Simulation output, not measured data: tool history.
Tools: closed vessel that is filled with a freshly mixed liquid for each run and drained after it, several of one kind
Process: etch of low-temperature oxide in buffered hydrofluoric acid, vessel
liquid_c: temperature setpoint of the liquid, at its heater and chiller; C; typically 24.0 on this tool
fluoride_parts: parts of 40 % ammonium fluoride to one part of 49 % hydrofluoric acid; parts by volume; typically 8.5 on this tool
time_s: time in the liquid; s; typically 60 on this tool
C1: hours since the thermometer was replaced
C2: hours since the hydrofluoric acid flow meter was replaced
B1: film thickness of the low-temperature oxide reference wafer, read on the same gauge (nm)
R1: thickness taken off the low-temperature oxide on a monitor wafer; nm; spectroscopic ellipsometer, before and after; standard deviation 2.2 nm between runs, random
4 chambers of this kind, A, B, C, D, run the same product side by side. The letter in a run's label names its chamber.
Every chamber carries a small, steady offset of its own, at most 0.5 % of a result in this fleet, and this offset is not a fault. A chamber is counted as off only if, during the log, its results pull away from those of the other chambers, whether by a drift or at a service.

run 1B day=0.296 | liquid_c=24.0 fluoride_parts=8.5 time_s=60 | C1=1403.3 C2=763.6 | B1=150.00 | R1=224.53
run 2D day=0.808 | liquid_c=24.0 fluoride_parts=8.5 time_s=60 | C1=236.5 C2=786.1 | B1=149.99 | R1=224.40
run 3A day=1.092 | liquid_c=24.0 fluoride_parts=8.5 time_s=60 | C1=1013.6 C2=1789.0 | B1=149.99 | R1=226.92
run 4C day=1.462 | liquid_c=24.0 fluoride_parts=8.5 time_s=60 | C1=868.5 C2=248.4 | B1=150.01 | R1=228.14
run 5A day=1.850 | liquid_c=24.0 fluoride_parts=8.5 time_s=60 | C1=1031.8 C2=1807.2 | B1=149.98 | R1=226.78
run 6D day=2.462 | liquid_c=24.0 fluoride_parts=8.5 time_s=60 | C1=276.2 C2=825.8 | B1=149.97 | R1=222.97
run 7B day=2.933 | liquid_c=24.0 fluoride_parts=10.5 time_s=60 | C1=1466.6 C2=826.9 | B1=149.98 | R1=187.84
run 8C day=3.388 | liquid_c=24.0 fluoride_parts=10.5 time_s=60 | C1=914.7 C2=294.6 | B1=149.98 | R1=191.20
run 9D day=3.733 | liquid_c=24.0 fluoride_parts=10.5 time_s=60 | C1=306.7 C2=856.3 | B1=149.99 | R1=190.46
run 10B day=4.000 | liquid_c=24.0 fluoride_parts=10.5 time_s=60 | C1=1492.2 C2=852.5 | B1=150.01 | R1=186.31
-- day=4.542 chamber D: hydrofluoric acid flow meter replaced
run 11A day=4.617 | liquid_c=24.0 fluoride_parts=8.5 time_s=60 | C1=1098.2 C2=1873.6 | B1=149.97 | R1=223.68
run 12C day=5.171 | liquid_c=24.0 fluoride_parts=8.5 time_s=60 | C1=957.5 C2=337.4 | B1=150.03 | R1=228.61
run 13C day=5.775 | liquid_c=24.0 fluoride_parts=8.5 time_s=60 | C1=972.0 C2=351.9 | B1=150.03 | R1=230.76
run 14D day=6.083 | liquid_c=24.0 fluoride_parts=8.5 time_s=60 | C1=363.1 C2=37.0 | B1=150.01 | R1=221.49
run 15A day=6.625 | liquid_c=24.0 fluoride_parts=8.5 time_s=60 | C1=1146.4 C2=1921.8 | B1=149.99 | R1=225.28
run 16B day=7.133 | liquid_c=24.0 fluoride_parts=8.5 time_s=60 | C1=1567.4 C2=927.7 | B1=150.02 | R1=226.06
-- day=7.283 chamber A: hydrofluoric acid flow meter replaced
run 17D day=7.671 | liquid_c=24.0 fluoride_parts=8.5 time_s=60 | C1=401.2 C2=75.1 | B1=149.99 | R1=225.21
run 18A day=8.208 | liquid_c=24.0 fluoride_parts=8.5 time_s=60 | C1=1184.4 C2=22.2 | B1=149.97 | R1=226.29
run 19C day=8.700 | liquid_c=26.0 fluoride_parts=8.5 time_s=90 | C1=1042.2 C2=422.1 | B1=150.01 | R1=383.26
run 20B day=9.038 | liquid_c=26.0 fluoride_parts=8.5 time_s=90 | C1=1613.1 C2=973.4 | B1=149.98 | R1=371.48
-- day=9.375 chamber C: hydrofluoric acid flow meter replaced
run 21A day=9.646 | liquid_c=26.0 fluoride_parts=8.5 time_s=90 | C1=1218.9 C2=56.7 | B1=149.97 | R1=377.81
run 22D day=10.158 | liquid_c=26.0 fluoride_parts=8.5 time_s=90 | C1=460.9 C2=134.8 | B1=149.98 | R1=379.66
run 23B day=10.662 | liquid_c=24.0 fluoride_parts=8.5 time_s=60 | C1=1652.1 C2=1012.4 | B1=150.00 | R1=225.33
run 24C day=11.033 | liquid_c=24.0 fluoride_parts=8.5 time_s=60 | C1=1098.2 C2=39.9 | B1=149.99 | R1=232.56
run 25D day=11.646 | liquid_c=24.0 fluoride_parts=8.5 time_s=60 | C1=496.6 C2=170.5 | B1=149.96 | R1=222.13
run 26B day=11.979 | liquid_c=24.0 fluoride_parts=8.5 time_s=60 | C1=1683.7 C2=1044.0 | B1=150.00 | R1=222.10
run 27A day=12.300 | liquid_c=24.0 fluoride_parts=8.5 time_s=60 | C1=1282.6 C2=120.4 | B1=149.98 | R1=227.34
-- day=12.558 chamber B: thermometer replaced
run 28C day=12.858 | liquid_c=24.0 fluoride_parts=8.5 time_s=60 | C1=1142.0 C2=83.7 | B1=150.02 | R1=236.77
run 29A day=13.404 | liquid_c=24.0 fluoride_parts=8.5 time_s=60 | C1=1309.1 C2=146.9 | B1=150.03 | R1=224.66
run 30D day=13.954 | liquid_c=24.0 fluoride_parts=8.5 time_s=60 | C1=552.0 C2=225.9 | B1=150.00 | R1=223.03
run 31B day=14.275 | liquid_c=27.5 fluoride_parts=7.0 time_s=60 | C1=41.2 C2=1099.1 | B1=150.01 | R1=333.56
run 32C day=14.829 | liquid_c=27.5 fluoride_parts=7.0 time_s=60 | C1=1189.3 C2=131.0 | B1=149.98 | R1=352.00
run 33C day=15.096 | liquid_c=27.5 fluoride_parts=7.0 time_s=60 | C1=1195.7 C2=137.4 | B1=150.01 | R1=358.44
run 34B day=15.579 | liquid_c=27.5 fluoride_parts=7.0 time_s=60 | C1=72.5 C2=1130.4 | B1=150.01 | R1=340.10
run 35A day=15.908 | liquid_c=24.0 fluoride_parts=8.5 time_s=60 | C1=1369.2 C2=207.0 | B1=149.98 | R1=228.20
run 36D day=16.175 | liquid_c=24.0 fluoride_parts=8.5 time_s=60 | C1=605.3 C2=279.2 | B1=150.00 | R1=222.72
run 37C day=16.504 | liquid_c=24.0 fluoride_parts=8.5 time_s=60 | C1=1229.5 C2=171.2 | B1=149.98 | R1=241.92
run 38B day=16.888 | liquid_c=24.0 fluoride_parts=8.5 time_s=60 | C1=103.9 C2=1161.8 | B1=150.02 | R1=225.53
run 39D day=17.225 | liquid_c=24.0 fluoride_parts=8.5 time_s=60 | C1=630.5 C2=304.4 | B1=150.01 | R1=226.86
run 40A day=17.696 | liquid_c=27.5 fluoride_parts=8.5 time_s=80 | C1=1412.1 C2=249.9 | B1=150.00 | R1=369.72
-- day=17.962 chamber A: thermometer replaced
run 41B day=17.996 | liquid_c=27.5 fluoride_parts=8.5 time_s=80 | C1=130.5 C2=1188.4 | B1=150.00 | R1=361.12
run 42C day=18.612 | liquid_c=27.5 fluoride_parts=8.5 time_s=80 | C1=1280.1 C2=221.8 | B1=150.01 | R1=391.69
run 43A day=19.229 | liquid_c=27.5 fluoride_parts=8.5 time_s=80 | C1=30.4 C2=286.7 | B1=150.02 | R1=354.48

Which is it: a chamber that has drifted or been left off by a service, a gauge drift common to all chambers, or only each chamber's usual small offset? If a chamber is off, name it and its likeliest cause.

It is chamber C that slowly wanders off from its peers.
Cause: liquid hotter than its thermometer reads (K) = 1.48.

Below are 4 candidate recipes for chamber C's next run, each the usual settings with a change, their results shown as question marks. Which of them brings C's results back in line with what the other chambers give on the usual settings?
Allowed miss from the other chambers' usual-settings mean, per result, to count as in line: R1 7.60 nm
run 44C-1 day=19.671 | liquid_c=22.5 fluoride_parts=8.5 time_s=60 | R1=?
run 44C-2 day=19.671 | liquid_c=24.5 fluoride_parts=8.0 time_s=60 | R1=?
run 44C-3 day=19.671 | liquid_c=26.5 fluoride_parts=8.5 time_s=60 | R1=?
run 44C-4 day=19.671 | liquid_c=24.0 fluoride_parts=9.0 time_s=55 | R1=?

Mean of the other chambers on the usual settings: R1 225.04 nm
run=44C-1 R1=226.34
run=44C-2 R1=269.34
run=44C-3 R1=281.12
run=44C-4 R1=211.84
44C-1 brings the chamber back in line.
